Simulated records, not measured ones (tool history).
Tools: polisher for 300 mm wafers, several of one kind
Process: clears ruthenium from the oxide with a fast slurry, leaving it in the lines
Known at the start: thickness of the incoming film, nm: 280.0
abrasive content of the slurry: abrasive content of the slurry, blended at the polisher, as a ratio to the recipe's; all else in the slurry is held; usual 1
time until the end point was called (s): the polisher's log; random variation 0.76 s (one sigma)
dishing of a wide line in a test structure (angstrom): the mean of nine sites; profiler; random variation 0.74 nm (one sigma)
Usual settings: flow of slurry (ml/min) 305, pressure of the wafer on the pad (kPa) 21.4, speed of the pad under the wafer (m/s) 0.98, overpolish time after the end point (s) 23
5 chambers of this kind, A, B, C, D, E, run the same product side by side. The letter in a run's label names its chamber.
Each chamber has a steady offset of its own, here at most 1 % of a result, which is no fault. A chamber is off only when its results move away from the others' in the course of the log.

| run | hour | flow of slurry (ml/min) | pressure of the wafer on the pad (kPa) | speed of the pad under the wafer (m/s) | abrasive content of the slurry | overpolish time after the end point (s) | wafers polished on this pad | hours since the slurry nozzle was cleaned | hours since the head pressure was calibrated | hours since the slurry blender was calibrated | time until the end point was called (s) | dishing of a wide line in a test structure (angstrom) |
|---|---|---|---|---|---|---|---|---|---|---|---|---|
|  | 1.5 | chamber C: worn pad replaced by a new one |
| 1B | 3.4 | 305 | 21.4 | 0.98 | 1 | 23 | 486 | 189.3 | 359.4 | 27.2 | 53.492 | 389.70 |
|  | 6.2 | chamber B: worn pad replaced by a new one |
| 2A | 9.7 | 305 | 21.4 | 0.98 | 1 | 23 | 1109 | 793.1 | 839.5 | 242.8 | 54.418 | 381.21 |
|  | 11.4 | chamber A: slurry nozzle cleaned |
| 3C | 13.7 | 305 | 21.4 | 0.98 | 1 | 23 | 143 | 298.2 | 169.6 | 150.6 | 54.120 | 373.50 |
| 4E | 20.6 | 305 | 21.4 | 0.98 | 1 | 23 | 320 | 197.8 | 357.3 | 163.4 | 52.185 | 390.47 |
|  | 20.9 | chamber E: slurry blender recalibrated |
|  | 21.5 | chamber A: worn pad replaced by a new one |
| 5D | 24.0 | 305 | 21.4 | 0.98 | 1 | 23 | 957 | 45.4 | 231.6 | 143.6 | 53.204 | 386.46 |
| 6E | 27.5 | 305 | 21.4 | 0.98 | 1 | 23 | 401 | 204.7 | 364.2 | 6.7 | 53.990 | 381.29 |
| 7D | 32.6 | 305 | 21.4 | 0.98 | 1 | 23 | 1057 | 54.0 | 240.2 | 152.2 | 53.762 | 371.22 |
| 8C | 38.3 | 305 | 21.4 | 0.98 | 1 | 23 | 430 | 322.8 | 194.2 | 175.2 | 54.341 | 387.25 |
|  | 39.3 | chamber E: head pressure recalibrated |
| 9A | 43.3 | 305 | 21.4 | 0.98 | 1 | 23 | 254 | 32.0 | 873.1 | 276.4 | 54.216 | 373.66 |
|  | 47.5 | chamber D: worn pad replaced by a new one |
|  | 47.9 | chamber E: worn pad replaced by a new one |
| 10B | 49.1 | 305 | 21.4 | 0.98 | 1 | 23 | 501 | 235.0 | 405.1 | 72.9 | 52.909 | 368.24 |
|  | 53.8 | chamber C: slurry nozzle cleaned |
| 11D | 54.5 | 305 | 21.4 | 0.98 | 1 | 23 | 82 | 75.9 | 262.1 | 174.1 | 53.126 | 379.29 |
|  | 54.8 | chamber C: worn pad replaced by a new one |
|  | 57.0 | chamber B: worn pad replaced by a new one |
| 12B | 60.0 | 305 | 21.4 | 0.98 | 1 | 23 | 35 | 245.9 | 416.0 | 83.8 | 52.971 | 385.31 |
| 13A | 66.8 | 305 | 21.4 | 1.26 | 1 | 23 | 529 | 55.5 | 896.6 | 299.9 | 42.312 | 380.88 |
| 14C | 73.4 | 305 | 21.4 | 1.26 | 1 | 23 | 217 | 19.7 | 229.3 | 210.3 | 42.163 | 392.74 |
| 15E | 79.4 | 305 | 21.4 | 1.26 | 1 | 23 | 368 | 256.6 | 40.2 | 58.6 | 41.433 | 396.52 |
| 16C | 85.3 | 305 | 21.4 | 1.26 | 1 | 23 | 356 | 31.6 | 241.2 | 222.2 | 42.393 | 402.70 |
| 17E | 88.9 | 305 | 21.4 | 1.26 | 1 | 23 | 479 | 266.1 | 49.7 | 68.1 | 41.723 | 392.39 |
| 18B | 94.2 | 305 | 21.4 | 0.98 | 1 | 23 | 434 | 280.1 | 450.2 | 118.0 | 52.490 | 385.87 |
| 19D | 101.4 | 305 | 21.4 | 0.98 | 1 | 23 | 630 | 122.8 | 309.0 | 221.0 | 53.719 | 382.88 |
|  | 102.3 | chamber B: worn pad replaced by a new one |
| 20A | 107.2 | 305 | 21.4 | 0.98 | 1 | 23 | 1001 | 95.9 | 937.0 | 340.3 | 55.233 | 378.83 |
|  | 108.0 | chamber C: slurry blender recalibrated |
|  | 109.2 | chamber E: worn pad replaced by a new one |
| 21D | 110.8 | 305 | 21.4 | 0.98 | 1 | 23 | 740 | 132.2 | 318.4 | 230.4 | 54.821 | 364.19 |
|  | 111.3 | chamber C: worn pad replaced by a new one |
| 22C | 114.5 | 305 | 21.4 | 0.98 | 1 | 23 | 37 | 60.8 | 270.4 | 6.6 | 52.683 | 367.27 |
| 23A | 118.5 | 305 | 21.4 | 0.98 | 1 | 23 | 1133 | 107.2 | 948.3 | 351.6 | 54.784 | 390.34 |
| 24E | 122.9 | 305 | 21.4 | 0.98 | 1 | 23 | 160 | 300.1 | 83.7 | 102.1 | 54.385 | 380.81 |
|  | 123.7 | chamber A: worn pad replaced by a new one |
| 25B | 129.9 | 305 | 21.4 | 0.98 | 1 | 23 | 323 | 315.8 | 485.9 | 153.7 | 54.096 | 382.16 |
| 26A | 135.9 | 305 | 21.4 | 0.98 | 1 | 23 | 142 | 124.6 | 965.7 | 369.0 | 54.552 | 381.97 |
|  | 139.8 | chamber D: worn pad replaced by a new one |
| 27E | 142.1 | 305 | 26.9 | 0.98 | 1 | 23 | 384 | 319.3 | 102.9 | 121.3 | 42.381 | 408.38 |
|  | 145.4 | chamber A: slurry blender recalibrated |
|  | 147.9 | chamber D: slurry blender recalibrated |
|  | 148.3 | chamber B: worn pad replaced by a new one |
| 28B | 148.8 | 305 | 26.9 | 0.98 | 1 | 23 | 6 | 334.7 | 504.8 | 172.6 | 42.168 | 407.04 |
| 29D | 154.2 | 305 | 26.9 | 0.98 | 1 | 23 | 168 | 175.6 | 361.8 | 6.3 | 41.999 | 389.69 |
|  | 155.7 | chamber E: slurry blender recalibrated |
| 30C | 158.6 | 305 | 26.9 | 0.98 | 1 | 23 | 552 | 104.9 | 314.5 | 50.7 | 43.061 | 388.80 |
| 31E | 163.7 | 305 | 26.9 | 0.98 | 1 | 23 | 636 | 340.9 | 124.5 | 8.0 | 42.789 | 411.20 |
|  | 165.8 | chamber E: worn pad replaced by a new one |
| 32D | 170.3 | 365 | 21.4 | 0.98 | 1 | 23 | 357 | 191.7 | 377.9 | 22.4 | 51.935 | 387.14 |
|  | 173.7 | chamber C: worn pad replaced by a new one |
| 33A | 176.3 | 365 | 21.4 | 0.98 | 1 | 23 | 614 | 165.0 | 1006.1 | 30.9 | 52.874 | 382.97 |
|  | 179.2 | chamber A: head pressure recalibrated |
| 34C | 183.5 | 365 | 21.4 | 0.98 | 1 | 23 | 115 | 129.8 | 339.4 | 75.6 | 53.356 | 383.06 |
| 35B | 191.0 | 365 | 21.4 | 0.98 | 1 | 23 | 498 | 376.9 | 547.0 | 214.8 | 53.248 | 393.60 |
| 36B | 194.5 | 365 | 21.4 | 0.98 | 1 | 23 | 539 | 380.4 | 550.5 | 218.3 | 52.629 | 368.45 |
| 37D | 201.7 | 305 | 21.4 | 0.98 | 1 | 23 | 723 | 223.1 | 409.3 | 53.8 | 52.740 | 377.17 |
| 38E | 206.5 | 305 | 21.4 | 0.98 | 1 | 23 | 476 | 383.7 | 167.3 | 50.8 | 52.612 | 386.76 |
| 39A | 210.9 | 305 | 21.4 | 0.98 | 1 | 23 | 1018 | 199.6 | 31.8 | 65.5 | 54.001 | 373.34 |
| 40C | 214.7 | 305 | 25.5 | 0.98 | 1 | 23 | 479 | 161.0 | 370.6 | 106.8 | 45.925 | 398.82 |
| 41A | 220.1 | 305 | 25.5 | 0.98 | 1 | 23 | 1126 | 208.8 | 41.0 | 74.7 | 45.469 | 395.89 |
| 42D | 224.7 | 305 | 25.5 | 0.98 | 1 | 23 | 992 | 246.1 | 432.3 | 76.8 | 45.232 | 379.61 |
|  | 229.7 | chamber E: worn pad replaced by a new one |
| 43E | 230.0 | 305 | 25.5 | 0.98 | 1 | 23 | 4 | 407.2 | 190.8 | 74.3 | 44.789 | 387.57 |

What goes on in this fleet: one chamber off, a drifting gauge, or nothing beyond the chambers' own small offsets? Name the chamber and the cause, if any.

No chamber stands off beyond its own small offset, and the gauge holds steady.

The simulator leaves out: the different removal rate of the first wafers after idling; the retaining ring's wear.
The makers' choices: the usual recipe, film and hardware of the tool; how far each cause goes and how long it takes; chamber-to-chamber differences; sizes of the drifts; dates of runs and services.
